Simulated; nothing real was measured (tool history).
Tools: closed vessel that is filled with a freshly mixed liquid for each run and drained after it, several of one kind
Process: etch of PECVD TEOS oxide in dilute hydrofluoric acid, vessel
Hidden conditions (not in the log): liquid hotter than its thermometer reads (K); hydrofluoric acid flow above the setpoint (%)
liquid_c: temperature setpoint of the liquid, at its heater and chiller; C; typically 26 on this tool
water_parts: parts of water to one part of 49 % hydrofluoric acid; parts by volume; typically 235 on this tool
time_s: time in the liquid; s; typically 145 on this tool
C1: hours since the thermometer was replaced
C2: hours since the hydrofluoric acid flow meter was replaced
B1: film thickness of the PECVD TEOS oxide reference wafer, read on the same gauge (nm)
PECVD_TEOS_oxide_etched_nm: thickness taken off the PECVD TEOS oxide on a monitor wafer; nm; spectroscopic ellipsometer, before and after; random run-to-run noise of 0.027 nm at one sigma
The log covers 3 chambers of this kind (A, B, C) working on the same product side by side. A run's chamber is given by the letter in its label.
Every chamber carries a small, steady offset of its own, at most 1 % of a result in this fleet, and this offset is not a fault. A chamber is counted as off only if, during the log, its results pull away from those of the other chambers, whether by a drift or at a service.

{"run": "1C", "day": 0.608, "liquid_c": 26, "water_parts": 235, "time_s": 145, "C1": 203.3, "C2": 100, "B1": 30.011, "PECVD_TEOS_oxide_etched_nm": 4.8716}
{"run": "2A", "day": 1.217, "liquid_c": 26, "water_parts": 235, "time_s": 145, "C1": 743.7, "C2": 555.4, "B1": 29.98, "PECVD_TEOS_oxide_etched_nm": 4.8323}
{"run": "3B", "day": 1.604, "liquid_c": 26, "water_parts": 235, "time_s": 145, "C1": 101.2, "C2": 1046.5, "B1": 29.982, "PECVD_TEOS_oxide_etched_nm": 4.9173}
{"run": "4A", "day": 2.029, "liquid_c": 26, "water_parts": 235, "time_s": 145, "C1": 763.2, "C2": 574.9, "B1": 30.012, "PECVD_TEOS_oxide_etched_nm": 4.8927}
{"run": "5B", "day": 2.571, "liquid_c": 26, "water_parts": 345, "time_s": 215, "C1": 124.4, "C2": 1069.7, "B1": 30.026, "PECVD_TEOS_oxide_etched_nm": 4.4558}
{"run": "6C", "day": 3.092, "liquid_c": 26, "water_parts": 345, "time_s": 215, "C1": 262.9, "C2": 159.6, "B1": 29.979, "PECVD_TEOS_oxide_etched_nm": 4.4057}
{"run": "7B", "day": 3.454, "liquid_c": 26, "water_parts": 345, "time_s": 215, "C1": 145.6, "C2": 1090.9, "B1": 29.972, "PECVD_TEOS_oxide_etched_nm": 4.4652}
{"run": "8A", "day": 3.804, "liquid_c": 30.5, "water_parts": 235, "time_s": 215, "C1": 805.8, "C2": 617.5, "B1": 30.003, "PECVD_TEOS_oxide_etched_nm": 8.3981}
{"run": "9C", "day": 4.171, "liquid_c": 30.5, "water_parts": 235, "time_s": 215, "C1": 288.8, "C2": 185.5, "B1": 30.026, "PECVD_TEOS_oxide_etched_nm": 8.3955}
{"run": "10C", "day": 4.617, "liquid_c": 30.5, "water_parts": 235, "time_s": 215, "C1": 299.5, "C2": 196.2, "B1": 29.99, "PECVD_TEOS_oxide_etched_nm": 8.3306}
{"run": "11B", "day": 5.125, "liquid_c": 26, "water_parts": 235, "time_s": 145, "C1": 185.7, "C2": 1131, "B1": 29.998, "PECVD_TEOS_oxide_etched_nm": 4.8651}
{"run": "12A", "day": 5.45, "liquid_c": 26, "water_parts": 235, "time_s": 145, "C1": 845.3, "C2": 657, "B1": 29.987, "PECVD_TEOS_oxide_etched_nm": 4.9238}
{"run": "13C", "day": 5.775, "liquid_c": 26, "water_parts": 235, "time_s": 145, "C1": 327.3, "C2": 224, "B1": 30.002, "PECVD_TEOS_oxide_etched_nm": 4.8497}
{"run": "14A", "day": 6.146, "liquid_c": 26, "water_parts": 235, "time_s": 145, "C1": 862, "C2": 673.7, "B1": 30.002, "PECVD_TEOS_oxide_etched_nm": 4.941}
{"run": "15B", "day": 6.704, "liquid_c": 26, "water_parts": 235, "time_s": 145, "C1": 223.6, "C2": 1168.9, "B1": 30.014, "PECVD_TEOS_oxide_etched_nm": 4.8726}
{"run": "16B", "day": 7.3, "liquid_c": 26, "water_parts": 235, "time_s": 145, "C1": 237.9, "C2": 1183.2, "B1": 30.008, "PECVD_TEOS_oxide_etched_nm": 4.9044}
{"run": "17A", "day": 7.967, "liquid_c": 26, "water_parts": 235, "time_s": 145, "C1": 905.7, "C2": 717.4, "B1": 30.019, "PECVD_TEOS_oxide_etched_nm": 4.9638}
{"run": "18C", "day": 8.308, "liquid_c": 26, "water_parts": 235, "time_s": 145, "C1": 388.1, "C2": 284.8, "B1": 29.956, "PECVD_TEOS_oxide_etched_nm": 4.8732}
{"run": "19C", "day": 8.688, "liquid_c": 26, "water_parts": 130, "time_s": 145, "C1": 397.2, "C2": 293.9, "B1": 30.028, "PECVD_TEOS_oxide_etched_nm": 9.8189}
{"run": "20A", "day": 9.262, "liquid_c": 26, "water_parts": 130, "time_s": 145, "C1": 936.8, "C2": 748.5, "B1": 30.001, "PECVD_TEOS_oxide_etched_nm": 10.249}
{"run": "21B", "day": 9.929, "liquid_c": 26, "water_parts": 130, "time_s": 145, "C1": 301, "C2": 1246.3, "B1": 29.982, "PECVD_TEOS_oxide_etched_nm": 9.8573}
{"run": "22B", "day": 10.508, "liquid_c": 26, "water_parts": 235, "time_s": 145, "C1": 314.9, "C2": 1260.2, "B1": 30.043, "PECVD_TEOS_oxide_etched_nm": 4.8942}
{"run": "23A", "day": 10.95, "liquid_c": 26, "water_parts": 235, "time_s": 145, "C1": 977.3, "C2": 789, "B1": 29.986, "PECVD_TEOS_oxide_etched_nm": 5.0547}
{"run": "24C", "day": 11.483, "liquid_c": 26, "water_parts": 235, "time_s": 145, "C1": 464.3, "C2": 361, "B1": 29.998, "PECVD_TEOS_oxide_etched_nm": 4.8719}
{"run": "25B", "day": 11.783, "liquid_c": 26, "water_parts": 235, "time_s": 145, "C1": 345.5, "C2": 1290.8, "B1": 29.99, "PECVD_TEOS_oxide_etched_nm": 4.9201}
{"run": "26C", "day": 12.429, "liquid_c": 26, "water_parts": 140, "time_s": 220, "C1": 487, "C2": 383.7, "B1": 30.03, "PECVD_TEOS_oxide_etched_nm": 13.543}
{"run": "27A", "day": 12.775, "liquid_c": 26, "water_parts": 140, "time_s": 220, "C1": 1021.1, "C2": 832.8, "B1": 29.999, "PECVD_TEOS_oxide_etched_nm": 14.509}
{"run": "28C", "day": 13.225, "liquid_c": 26, "water_parts": 140, "time_s": 220, "C1": 506.1, "C2": 402.8, "B1": 30.018, "PECVD_TEOS_oxide_etched_nm": 13.887}
{"run": "29B", "day": 13.604, "liquid_c": 26, "water_parts": 235, "time_s": 145, "C1": 389.2, "C2": 1334.5, "B1": 30.042, "PECVD_TEOS_oxide_etched_nm": 4.8895}

The same settings go to every chamber for the next run, one line per chamber below. Forecast the results for each:
{"run": "30A", "day": 14.079, "liquid_c": 26, "water_parts": 190, "time_s": 145, "PECVD_TEOS_oxide_etched_nm": "?"}
{"run": "30B", "day": 14.079, "liquid_c": 26, "water_parts": 190, "time_s": 145, "PECVD_TEOS_oxide_etched_nm": "?"}
{"run": "30C", "day": 14.079, "liquid_c": 26, "water_parts": 190, "time_s": 145, "PECVD_TEOS_oxide_etched_nm": "?"}

run=30A PECVD_TEOS_oxide_etched_nm=6.6518
run=30B PECVD_TEOS_oxide_etched_nm=6.2695
run=30C PECVD_TEOS_oxide_etched_nm=6.3207
